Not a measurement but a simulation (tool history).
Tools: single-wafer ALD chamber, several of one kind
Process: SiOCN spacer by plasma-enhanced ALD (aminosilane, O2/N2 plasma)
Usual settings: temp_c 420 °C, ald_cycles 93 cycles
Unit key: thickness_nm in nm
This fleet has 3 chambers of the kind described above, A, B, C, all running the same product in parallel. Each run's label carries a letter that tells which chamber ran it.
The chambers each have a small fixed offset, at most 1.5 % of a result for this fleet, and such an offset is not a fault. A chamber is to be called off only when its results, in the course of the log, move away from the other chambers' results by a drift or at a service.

run,hour,temp_c,ald_cycles,hours since the last thermocouple change,"read-back reference wafer on the same gauge, thickness_nm",thickness_nm
1B,9.8,420,93,394.9,4.9015,5.2726
2A,22.9,420,93,3041.9,4.9007,5.2148
3C,34.1,420,93,1821.6,4.9006,5.2922
# hour 42.2: chamber A: thermocouple changed; heater temperature recalibrated
4A,44.4,420,93,2.2,4.904,5.2325
5C,51.2,420,93,1838.7,4.9042,5.2943
6B,60.9,420,93,446,4.9028,5.2932
7B,74.6,420,93,459.7,4.9041,5.2756
8C,86.3,420,104,1873.8,4.9053,5.9204
9A,96,420,104,53.8,4.9046,5.842
10B,106.2,420,104,491.3,4.906,5.9035
11C,118,420,93,1905.5,4.9076,5.3094
12A,132.9,420,93,90.7,4.9075,5.2144
13C,141.8,420,93,1929.3,4.908,5.3065
14B,155.7,433,101,540.8,4.9081,5.4944
15A,170.3,433,101,128.1,4.9087,5.4511
16B,183.7,433,101,568.8,4.9092,5.5134
17C,198.4,420,93,1985.9,4.9106,5.3065
18A,205.3,420,80,163.1,4.9104,4.498
19B,212.4,420,80,597.5,4.9107,4.5493
20A,222.6,420,80,180.4,4.9133,4.4975
21C,236.4,420,93,2023.9,4.9118,5.303
22C,249.2,420,93,2036.7,4.9136,5.3025
23A,256.3,420,93,214.1,4.9137,5.2312
24B,270.4,420,93,655.5,4.9157,5.295
25B,283.1,420,93,668.2,4.9152,5.3048
26A,294.4,412,105,252.2,4.916,6.0577
27C,306.4,412,105,2093.9,4.9162,6.1536
28B,319.8,412,105,704.9,4.9186,6.1331
29A,328.2,420,93,286,4.9181,5.239
30C,342.6,420,93,2130.1,4.9181,5.3185
31A,349.1,420,93,306.9,4.9182,5.2262
32C,361,420,93,2148.5,4.92,5.3194
33B,369.1,406,80,754.2,4.9209,4.7635
34C,377,406,80,2164.5,4.9206,4.7789
35B,384.7,406,80,769.8,4.9199,4.7678
36A,398,420,93,355.8,4.9214,5.2446
37B,411.8,420,93,796.9,4.9216,5.2983
38A,425.8,420,87,383.6,4.9243,4.9058
39C,437.9,420,87,2225.4,4.9238,4.9744
40B,446.2,420,87,831.3,4.9255,4.9548

All 3 chambers run these settings next. Forecast each chamber's results:
41A,456.9,420,93,,,?
41B,456.9,420,93,,,?
41C,456.9,420,93,,,?

run,thickness_nm
41A,5.2406
41B,5.2914
41C,5.3173
